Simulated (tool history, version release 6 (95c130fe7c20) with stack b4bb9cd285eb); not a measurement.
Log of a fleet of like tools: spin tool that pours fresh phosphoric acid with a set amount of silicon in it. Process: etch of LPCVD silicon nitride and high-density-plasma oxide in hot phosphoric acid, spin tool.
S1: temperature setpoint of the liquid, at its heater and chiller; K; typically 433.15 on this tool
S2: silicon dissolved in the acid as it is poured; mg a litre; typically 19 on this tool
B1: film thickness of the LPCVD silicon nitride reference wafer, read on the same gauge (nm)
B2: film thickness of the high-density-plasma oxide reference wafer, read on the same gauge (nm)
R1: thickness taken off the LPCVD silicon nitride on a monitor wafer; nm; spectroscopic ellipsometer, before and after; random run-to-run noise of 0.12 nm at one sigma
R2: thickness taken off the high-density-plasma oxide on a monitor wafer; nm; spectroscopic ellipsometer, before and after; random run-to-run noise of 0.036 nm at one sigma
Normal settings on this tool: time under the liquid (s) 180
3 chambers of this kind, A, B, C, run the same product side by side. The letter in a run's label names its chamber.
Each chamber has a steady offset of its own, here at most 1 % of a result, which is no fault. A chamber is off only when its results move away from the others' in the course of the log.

run 1A hour=11.3 | S1=433.15 S2=19 time_under_the_liquid_(s)=180 | B1=100.01 B2=59.985 | R1=17.095 R2=0.49177
run 2C hour=21.8 | S1=433.15 S2=19 time_under_the_liquid_(s)=180 | B1=100.03 B2=59.978 | R1=17.094 R2=0.44946
run 3B hour=32.6 | S1=433.15 S2=19 time_under_the_liquid_(s)=180 | B1=99.988 B2=60.007 | R1=17.185 R2=0.51172
-- hour=42.2 chamber A: dissolved silicon flow meter replaced
run 4A hour=46 | S1=433.15 S2=19 time_under_the_liquid_(s)=180 | B1=100.01 B2=59.982 | R1=16.771 R2=0.50167
run 5B hour=60.5 | S1=433.15 S2=19 time_under_the_liquid_(s)=180 | B1=100.02 B2=59.996 | R1=17.145 R2=0.44455
run 6C hour=73 | S1=433.15 S2=19 time_under_the_liquid_(s)=180 | B1=99.994 B2=59.989 | R1=17.184 R2=0.57306
-- hour=74.5 chamber C: heated supply line repaired
run 7C hour=88.8 | S1=433.15 S2=19 time_under_the_liquid_(s)=180 | B1=100.02 B2=59.998 | R1=16.929 R2=0.43436
run 8B hour=96.4 | S1=433.15 S2=19 time_under_the_liquid_(s)=180 | B1=100.02 B2=60.03 | R1=16.995 R2=0.46197
run 9A hour=106 | S1=433.15 S2=19 time_under_the_liquid_(s)=180 | B1=99.971 B2=60.012 | R1=17.039 R2=0.50997
run 10A hour=116.5 | S1=433.15 S2=19 time_under_the_liquid_(s)=180 | B1=100.01 B2=59.958 | R1=16.774 R2=0.49672
run 11C hour=124.2 | S1=433.15 S2=19 time_under_the_liquid_(s)=180 | B1=100.02 B2=59.989 | R1=17.024 R2=0.4319
run 12B hour=137.8 | S1=431.15 S2=13 time_under_the_liquid_(s)=180 | B1=99.996 B2=59.959 | R1=15.897 R2=0.53349
-- hour=141.1 chamber B: heated supply line repaired
run 13A hour=149.5 | S1=431.15 S2=13 time_under_the_liquid_(s)=180 | B1=99.972 B2=60.024 | R1=15.609 R2=0.48475
run 14C hour=164.2 | S1=431.15 S2=13 time_under_the_liquid_(s)=180 | B1=99.996 B2=60.018 | R1=15.983 R2=0.41475
run 15B hour=174.6 | S1=433.15 S2=19 time_under_the_liquid_(s)=180 | B1=99.98 B2=59.997 | R1=16.905 R2=0.40407
run 16A hour=187.4 | S1=433.15 S2=19 time_under_the_liquid_(s)=180 | B1=99.991 B2=59.997 | R1=16.839 R2=0.51094
run 17B hour=199.8 | S1=433.15 S2=19 time_under_the_liquid_(s)=180 | B1=99.995 B2=59.996 | R1=17.222 R2=0.47207
run 18C hour=212.7 | S1=433.15 S2=19 time_under_the_liquid_(s)=180 | B1=100 B2=60.001 | R1=16.948 R2=0.45152
run 19B hour=219.8 | S1=433.15 S2=19 time_under_the_liquid_(s)=180 | B1=100.02 B2=60.006 | R1=17.23 R2=0.49071
run 20C hour=234.1 | S1=433.15 S2=30.5 time_under_the_liquid_(s)=180 | B1=99.984 B2=59.995 | R1=17.109 R2=0.27795
-- hour=238.9 chamber B: thermometer replaced
run 21A hour=241.9 | S1=433.15 S2=30.5 time_under_the_liquid_(s)=180 | B1=99.995 B2=59.982 | R1=16.907 R2=0.2964
run 22B hour=257.1 | S1=433.15 S2=30.5 time_under_the_liquid_(s)=180 | B1=100.01 B2=59.969 | R1=17.173 R2=0.34658
run 23A hour=271.2 | S1=433.15 S2=19 time_under_the_liquid_(s)=180 | B1=100 B2=60.014 | R1=16.868 R2=0.51381
run 24C hour=284.6 | S1=433.15 S2=19 time_under_the_liquid_(s)=180 | B1=100.03 B2=60.004 | R1=17.128 R2=0.51667
run 25A hour=292.1 | S1=431.65 S2=19 time_under_the_liquid_(s)=110 | B1=100.03 B2=60.015 | R1=9.817 R2=0.25127
run 26B hour=304 | S1=431.65 S2=19 time_under_the_liquid_(s)=110 | B1=100.01 B2=60.002 | R1=9.887 R2=0.27
run 27C hour=320.4 | S1=431.65 S2=19 time_under_the_liquid_(s)=110 | B1=100.01 B2=59.979 | R1=9.8986 R2=0.24496
run 28C hour=329.7 | S1=433.15 S2=19 time_under_the_liquid_(s)=180 | B1=100.01 B2=59.991 | R1=17.121 R2=0.53089
run 29B hour=337.3 | S1=433.15 S2=19 time_under_the_liquid_(s)=180 | B1=99.985 B2=59.99 | R1=17.105 R2=0.4869
run 30A hour=346.5 | S1=433.15 S2=26 time_under_the_liquid_(s)=180 | B1=100.01 B2=60.014 | R1=17.075 R2=0.35186
run 31C hour=361.1 | S1=433.15 S2=26 time_under_the_liquid_(s)=180 | B1=99.968 B2=59.982 | R1=17.028 R2=0.43371
run 32A hour=376 | S1=433.15 S2=26 time_under_the_liquid_(s)=180 | B1=100.01 B2=59.996 | R1=16.865 R2=0.38944
run 33B hour=392.2 | S1=433.15 S2=19 time_under_the_liquid_(s)=180 | B1=99.999 B2=60.008 | R1=16.994 R2=0.46636
run 34A hour=407.6 | S1=433.15 S2=25.5 time_under_the_liquid_(s)=115 | B1=100.02 B2=60.006 | R1=10.853 R2=0.28706
run 35C hour=422.7 | S1=433.15 S2=25.5 time_under_the_liquid_(s)=115 | B1=99.998 B2=60.003 | R1=10.95 R2=0.22027
run 36B hour=432 | S1=433.15 S2=25.5 time_under_the_liquid_(s)=115 | B1=99.988 B2=60.003 | R1=10.872 R2=0.25654

Is one chamber off against the others, does the gauge drift, or is nothing wrong? If a chamber is off, say which, and what the likeliest cause is.

Nothing is wrong: each chamber keeps only its own small, steady offset and the gauge holds still.
